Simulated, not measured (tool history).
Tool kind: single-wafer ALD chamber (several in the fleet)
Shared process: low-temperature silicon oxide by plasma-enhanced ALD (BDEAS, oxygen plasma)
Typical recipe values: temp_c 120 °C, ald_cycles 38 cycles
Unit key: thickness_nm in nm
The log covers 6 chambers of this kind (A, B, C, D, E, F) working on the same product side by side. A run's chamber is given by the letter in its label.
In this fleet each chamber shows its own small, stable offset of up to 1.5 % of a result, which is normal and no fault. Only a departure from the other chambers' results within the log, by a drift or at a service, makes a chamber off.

run	hour	temp_c	ald_cycles	read-back reference wafer on the same gauge, thickness_nm	thickness_nm
1C	5.3	120	38	4.2591	5.2467
2E	10.6	120	38	4.2534	5.2432
3B	19.7	120	38	4.2604	5.2556
4A	25.2	120	38	4.2614	5.1975
5F	31.9	120	38	4.2599	5.28
6D	39.6	120	38	4.2656	5.1401
7E	44	120	38	4.2622	5.2967
8C	50.4	126	38	4.2579	5.1689
9D	60	126	38	4.26	5.1308
10B	68.4	126	38	4.2662	5.2201
11F	73.7	126	38	4.2631	5.1732
12A	82.1	126	38	4.2654	5.1304
13C	89.1	126	38	4.26	5.1552
14A	99.1	120	38	4.2619	5.2347
15B	109.3	120	38	4.2596	5.2753
16E	115.1	120	38	4.2606	5.2303
17D	123	120	38	4.2625	5.1978
18F	128.7	120	38	4.2578	5.265
19E	134.1	132	38	4.2592	5.1734
20A	143.5	132	38	4.2556	5.1029
21B	153.3	132	38	4.2664	5.0972
22D	161.8	132	38	4.2562	5.0295
23C	170.6	132	38	4.2634	5.1666
24F	176.9	132	38	4.2569	5.1288
25F	181.7	120	38	4.2624	5.2275
26D	191.3	120	38	4.2613	5.1258
27C	201	120	38	4.2585	5.2613
# hour 209.8: chamber F: thermocouple changed; heater temperature recalibrated
28A	210.7	120	38	4.2558	5.2831
29E	216	120	38	4.2637	5.2332
30B	224.8	120	38	4.2632	5.224
31B	230.3	120	38	4.2574	5.251
32D	239.6	120	38	4.2612	5.1644
33A	244.8	120	38	4.2671	5.1995
34C	254.1	120	44	4.2565	6.0831
35F	260.4	120	44	4.2655	6.0675
36E	268.2	120	44	4.2602	6.0961
37A	274.7	120	44	4.2586	6.092
38F	281.3	120	44	4.267	6.0482
39E	286.3	120	44	4.2614	6.0697

Each of the 6 chambers runs these same settings next. Fill in every chamber's results:
40A	293.6	120	38		?
40B	293.6	120	38		?
40C	293.6	120	38		?
40D	293.6	120	38		?
40E	293.6	120	38		?
40F	293.6	120	38		?

run	thickness_nm
40A	5.2152
40B	5.2469
40C	5.2606
40D	5.1597
40E	5.2797
40F	5.2746
